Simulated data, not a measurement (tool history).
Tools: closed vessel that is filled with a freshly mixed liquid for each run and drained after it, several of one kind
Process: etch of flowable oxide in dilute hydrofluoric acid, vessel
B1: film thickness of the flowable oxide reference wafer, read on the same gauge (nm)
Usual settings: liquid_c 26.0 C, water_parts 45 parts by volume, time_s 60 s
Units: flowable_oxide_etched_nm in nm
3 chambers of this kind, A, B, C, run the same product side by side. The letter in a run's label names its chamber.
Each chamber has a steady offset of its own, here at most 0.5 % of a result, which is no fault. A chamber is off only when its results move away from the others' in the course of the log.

run 1A day=0.317 | liquid_c=26.0 water_parts=45 time_s=60 | B1=50.004 | flowable_oxide_etched_nm=78.847
run 2B day=0.617 | liquid_c=26.0 water_parts=45 time_s=60 | B1=50.018 | flowable_oxide_etched_nm=80.845
run 3C day=0.850 | liquid_c=26.0 water_parts=45 time_s=60 | B1=49.995 | flowable_oxide_etched_nm=79.517
run 4A day=1.238 | liquid_c=26.0 water_parts=45 time_s=60 | B1=50.011 | flowable_oxide_etched_nm=79.975
run 5B day=1.454 | liquid_c=26.0 water_parts=45 time_s=60 | B1=50.017 | flowable_oxide_etched_nm=80.264
run 6C day=1.700 | liquid_c=26.0 water_parts=45 time_s=60 | B1=49.994 | flowable_oxide_etched_nm=79.795
run 7C day=2.071 | liquid_c=26.0 water_parts=45 time_s=60 | B1=50.007 | flowable_oxide_etched_nm=80.195
run 8B day=2.292 | liquid_c=26.0 water_parts=45 time_s=60 | B1=49.997 | flowable_oxide_etched_nm=80.706
run 9A day=2.629 | liquid_c=26.0 water_parts=45 time_s=60 | B1=49.994 | flowable_oxide_etched_nm=79.395
run 10A day=3.000 | liquid_c=26.0 water_parts=45 time_s=60 | B1=50.013 | flowable_oxide_etched_nm=79.753
run 11B day=3.308 | liquid_c=26.0 water_parts=45 time_s=60 | B1=49.983 | flowable_oxide_etched_nm=80.563
run 12C day=3.633 | liquid_c=26.0 water_parts=45 time_s=60 | B1=50.010 | flowable_oxide_etched_nm=79.837
run 13A day=4.017 | liquid_c=26.0 water_parts=45 time_s=60 | B1=50.010 | flowable_oxide_etched_nm=78.782
-- day=4.058 chamber A: thermometer replaced
run 14B day=4.350 | liquid_c=26.0 water_parts=45 time_s=60 | B1=50.012 | flowable_oxide_etched_nm=80.171
run 15C day=4.692 | liquid_c=26.0 water_parts=45 time_s=60 | B1=49.983 | flowable_oxide_etched_nm=80.196
run 16B day=4.921 | liquid_c=26.0 water_parts=45 time_s=60 | B1=50.031 | flowable_oxide_etched_nm=80.699
run 17A day=5.354 | liquid_c=26.0 water_parts=45 time_s=60 | B1=49.992 | flowable_oxide_etched_nm=79.612
run 18C day=5.633 | liquid_c=26.0 water_parts=45 time_s=60 | B1=50.012 | flowable_oxide_etched_nm=80.144
run 19C day=5.996 | liquid_c=26.0 water_parts=45 time_s=60 | B1=50.005 | flowable_oxide_etched_nm=80.330
run 20A day=6.317 | liquid_c=26.0 water_parts=45 time_s=60 | B1=50.001 | flowable_oxide_etched_nm=80.199
run 21B day=6.562 | liquid_c=28.5 water_parts=45 time_s=50 | B1=50.009 | flowable_oxide_etched_nm=72.840
run 22C day=6.979 | liquid_c=28.5 water_parts=45 time_s=50 | B1=50.014 | flowable_oxide_etched_nm=74.245
run 23A day=7.271 | liquid_c=28.5 water_parts=45 time_s=50 | B1=50.012 | flowable_oxide_etched_nm=73.479
run 24B day=7.512 | liquid_c=26.0 water_parts=45 time_s=60 | B1=50.011 | flowable_oxide_etched_nm=77.931
run 25C day=7.754 | liquid_c=26.0 water_parts=45 time_s=60 | B1=50.009 | flowable_oxide_etched_nm=79.189
run 26A day=8.138 | liquid_c=26.0 water_parts=45 time_s=60 | B1=50.015 | flowable_oxide_etched_nm=79.917
run 27B day=8.588 | liquid_c=29.0 water_parts=30 time_s=60 | B1=50.012 | flowable_oxide_etched_nm=133.180
run 28A day=8.929 | liquid_c=29.0 water_parts=30 time_s=60 | B1=50.007 | flowable_oxide_etched_nm=138.140
run 29C day=9.304 | liquid_c=29.0 water_parts=30 time_s=60 | B1=50.001 | flowable_oxide_etched_nm=138.970
run 30B day=9.596 | liquid_c=28.5 water_parts=60 time_s=60 | B1=50.001 | flowable_oxide_etched_nm=63.627
run 31A day=9.825 | liquid_c=28.5 water_parts=60 time_s=60 | B1=50.013 | flowable_oxide_etched_nm=64.775
run 32B day=10.112 | liquid_c=28.5 water_parts=60 time_s=60 | B1=50.007 | flowable_oxide_etched_nm=62.863
run 33C day=10.546 | liquid_c=26.0 water_parts=45 time_s=60 | B1=49.996 | flowable_oxide_etched_nm=80.655
run 34B day=10.862 | liquid_c=26.0 water_parts=45 time_s=60 | B1=50.008 | flowable_oxide_etched_nm=76.702
run 35C day=11.304 | liquid_c=26.0 water_parts=45 time_s=60 | B1=49.981 | flowable_oxide_etched_nm=80.479
run 36A day=11.679 | liquid_c=26.0 water_parts=45 time_s=60 | B1=49.984 | flowable_oxide_etched_nm=79.510
run 37A day=12.050 | liquid_c=26.0 water_parts=45 time_s=60 | B1=49.983 | flowable_oxide_etched_nm=80.146

Is one chamber off against the others, does the gauge drift, or is nothing wrong? If a chamber is off, say which, and what the likeliest cause is.

Chamber B drifts away from the others.
Cause: hydrofluoric acid flow below the setpoint (%) = 5.17.
The log may not tell that from: liquid colder than its thermometer reads (K).

Here are 4 candidates for chamber B's next run, each the usual settings with a change, their results left as question marks. Which one brings its results back in line with what the others give on the usual settings?
In line means no further than this from the other chambers' mean on the usual settings: flowable_oxide_etched_nm 2.000 nm
run 38B-1 day=12.388 | liquid_c=23.5 water_parts=45 time_s=60 | flowable_oxide_etched_nm=?
run 38B-2 day=12.388 | liquid_c=24.5 water_parts=45 time_s=60 | flowable_oxide_etched_nm=?
run 38B-3 day=12.388 | liquid_c=27.5 water_parts=45 time_s=60 | flowable_oxide_etched_nm=?
run 38B-4 day=12.388 | liquid_c=26.5 water_parts=45 time_s=65 | flowable_oxide_etched_nm=?

The other chambers' mean on the usual settings: flowable_oxide_etched_nm 79.909 nm
run=38B-1 flowable_oxide_etched_nm=68.210
run=38B-2 flowable_oxide_etched_nm=71.141
run=38B-3 flowable_oxide_etched_nm=80.485
run=38B-4 flowable_oxide_etched_nm=83.717
38B-3 brings the chamber back in line.
